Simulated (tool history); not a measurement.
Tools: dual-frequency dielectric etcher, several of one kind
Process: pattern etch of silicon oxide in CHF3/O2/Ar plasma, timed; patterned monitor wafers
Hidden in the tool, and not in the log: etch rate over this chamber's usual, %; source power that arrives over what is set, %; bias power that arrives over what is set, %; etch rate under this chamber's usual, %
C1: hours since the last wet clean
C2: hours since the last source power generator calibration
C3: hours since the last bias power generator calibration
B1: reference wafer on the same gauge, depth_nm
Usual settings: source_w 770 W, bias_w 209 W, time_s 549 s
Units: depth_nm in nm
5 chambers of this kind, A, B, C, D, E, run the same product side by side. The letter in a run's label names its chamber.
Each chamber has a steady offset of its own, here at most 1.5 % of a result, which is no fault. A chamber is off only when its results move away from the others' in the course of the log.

{"run": "1A", "hour": 3.7, "source_w": 770, "bias_w": 209, "time_s": 549, "C1": 217.3, "C2": 2460.4, "C3": 4392.8, "B1": 1140.1, "depth_nm": 1258.5}
{"run": "2D", "hour": 6.3, "source_w": 770, "bias_w": 209, "time_s": 549, "C1": 58.4, "C2": 72.1, "C3": 1199.4, "B1": 1140, "depth_nm": 1261.6}
{"hour": 7.8, "done": "chamber E: bias power generator calibrated"}
{"run": "3E", "hour": 9.7, "source_w": 770, "bias_w": 209, "time_s": 549, "C1": 294.7, "C2": 2931.2, "C3": 2, "B1": 1140.1, "depth_nm": 1247.3}
{"run": "4C", "hour": 13.5, "source_w": 770, "bias_w": 209, "time_s": 549, "C1": 223, "C2": 1775.2, "C3": 2647.5, "B1": 1141.2, "depth_nm": 1273.2}
{"run": "5B", "hour": 16.8, "source_w": 770, "bias_w": 209, "time_s": 549, "C1": 402.1, "C2": 2689.2, "C3": 1163.3, "B1": 1141, "depth_nm": 1252.6}
{"run": "6E", "hour": 20.7, "source_w": 770, "bias_w": 209, "time_s": 549, "C1": 305.7, "C2": 2942.2, "C3": 13, "B1": 1142, "depth_nm": 1246.9}
{"run": "7C", "hour": 22.9, "source_w": 770, "bias_w": 209, "time_s": 549, "C1": 232.4, "C2": 1784.6, "C3": 2656.9, "B1": 1141.5, "depth_nm": 1273.1}
{"run": "8B", "hour": 26.0, "source_w": 770, "bias_w": 257, "time_s": 549, "C1": 411.3, "C2": 2698.4, "C3": 1172.5, "B1": 1141.9, "depth_nm": 1352.1}
{"run": "9D", "hour": 29.5, "source_w": 770, "bias_w": 257, "time_s": 549, "C1": 81.6, "C2": 95.3, "C3": 1222.6, "B1": 1142.2, "depth_nm": 1353.8}
{"run": "10A", "hour": 33.2, "source_w": 770, "bias_w": 257, "time_s": 549, "C1": 246.8, "C2": 2489.9, "C3": 4422.3, "B1": 1142.3, "depth_nm": 1357.9}
{"run": "11D", "hour": 35.4, "source_w": 770, "bias_w": 257, "time_s": 549, "C1": 87.5, "C2": 101.2, "C3": 1228.5, "B1": 1142.4, "depth_nm": 1354.1}
{"hour": 37.4, "done": "chamber B: wet clean of the chamber"}
{"run": "12B", "hour": 37.8, "source_w": 770, "bias_w": 257, "time_s": 549, "C1": 0.4, "C2": 2710.2, "C3": 1184.3, "B1": 1142.3, "depth_nm": 1354.5}
{"run": "13C", "hour": 41.7, "source_w": 770, "bias_w": 209, "time_s": 549, "C1": 251.2, "C2": 1803.4, "C3": 2675.7, "B1": 1143.1, "depth_nm": 1275.3}
{"run": "14A", "hour": 44.5, "source_w": 770, "bias_w": 209, "time_s": 549, "C1": 258.1, "C2": 2501.2, "C3": 4433.6, "B1": 1143.5, "depth_nm": 1262.3}
{"run": "15E", "hour": 48.3, "source_w": 770, "bias_w": 209, "time_s": 549, "C1": 333.3, "C2": 2969.8, "C3": 40.6, "B1": 1143.4, "depth_nm": 1248.3}
{"run": "16A", "hour": 51.4, "source_w": 770, "bias_w": 209, "time_s": 549, "C1": 265, "C2": 2508.1, "C3": 4440.5, "B1": 1143.4, "depth_nm": 1268.2}
{"run": "17D", "hour": 54.4, "source_w": 770, "bias_w": 209, "time_s": 549, "C1": 106.5, "C2": 120.2, "C3": 1247.5, "B1": 1143.6, "depth_nm": 1268.6}
{"run": "18B", "hour": 58.9, "source_w": 770, "bias_w": 209, "time_s": 689, "C1": 21.5, "C2": 2731.3, "C3": 1205.4, "B1": 1143.9, "depth_nm": 1580}
{"run": "19E", "hour": 61.3, "source_w": 770, "bias_w": 209, "time_s": 689, "C1": 346.3, "C2": 2982.8, "C3": 53.6, "B1": 1143.6, "depth_nm": 1570.8}
{"run": "20C", "hour": 65.7, "source_w": 770, "bias_w": 209, "time_s": 689, "C1": 275.2, "C2": 1827.4, "C3": 2699.7, "B1": 1144.5, "depth_nm": 1605.9}
{"run": "21C", "hour": 69.2, "source_w": 770, "bias_w": 209, "time_s": 689, "C1": 278.7, "C2": 1830.9, "C3": 2703.2, "B1": 1144.7, "depth_nm": 1605.5}
{"run": "22E", "hour": 73.4, "source_w": 770, "bias_w": 209, "time_s": 689, "C1": 358.4, "C2": 2994.9, "C3": 65.7, "B1": 1144.8, "depth_nm": 1574.5}
{"run": "23D", "hour": 77.5, "source_w": 600, "bias_w": 225, "time_s": 549, "C1": 129.6, "C2": 143.3, "C3": 1270.6, "B1": 1145.7, "depth_nm": 1175.5}
{"run": "24A", "hour": 81.5, "source_w": 600, "bias_w": 225, "time_s": 549, "C1": 295.1, "C2": 2538.2, "C3": 4470.6, "B1": 1145.9, "depth_nm": 1186.5}
{"run": "25B", "hour": 84.7, "source_w": 600, "bias_w": 225, "time_s": 549, "C1": 47.3, "C2": 2757.1, "C3": 1231.2, "B1": 1145.3, "depth_nm": 1178.9}
{"run": "26E", "hour": 89.0, "source_w": 600, "bias_w": 225, "time_s": 549, "C1": 374, "C2": 3010.5, "C3": 81.3, "B1": 1145.7, "depth_nm": 1171.3}
{"run": "27D", "hour": 92.3, "source_w": 600, "bias_w": 225, "time_s": 549, "C1": 144.4, "C2": 158.1, "C3": 1285.4, "B1": 1146.5, "depth_nm": 1182.6}
{"run": "28B", "hour": 94.4, "source_w": 770, "bias_w": 209, "time_s": 549, "C1": 57, "C2": 2766.8, "C3": 1240.9, "B1": 1146.7, "depth_nm": 1260.5}
{"run": "29C", "hour": 97.2, "source_w": 770, "bias_w": 209, "time_s": 549, "C1": 306.7, "C2": 1858.9, "C3": 2731.2, "B1": 1146.8, "depth_nm": 1279.7}
{"run": "30A", "hour": 100.1, "source_w": 770, "bias_w": 209, "time_s": 549, "C1": 313.7, "C2": 2556.8, "C3": 4489.2, "B1": 1147, "depth_nm": 1268.7}
{"run": "31C", "hour": 104.6, "source_w": 770, "bias_w": 209, "time_s": 549, "C1": 314.1, "C2": 1866.3, "C3": 2738.6, "B1": 1147.7, "depth_nm": 1280.9}
{"run": "32A", "hour": 108.3, "source_w": 770, "bias_w": 209, "time_s": 549, "C1": 321.9, "C2": 2565, "C3": 4497.4, "B1": 1147.7, "depth_nm": 1267.1}
{"run": "33B", "hour": 112.7, "source_w": 770, "bias_w": 209, "time_s": 549, "C1": 75.3, "C2": 2785.1, "C3": 1259.2, "B1": 1148.1, "depth_nm": 1263.6}

What goes on in this fleet: one chamber off, a drifting gauge, or nothing beyond the chambers' own small offsets? Name the chamber and the cause, if any.

The gauge drifts, so all chambers seem to drift together. No chamber is off.
Cause: gauge reads high (%) = 0.693.
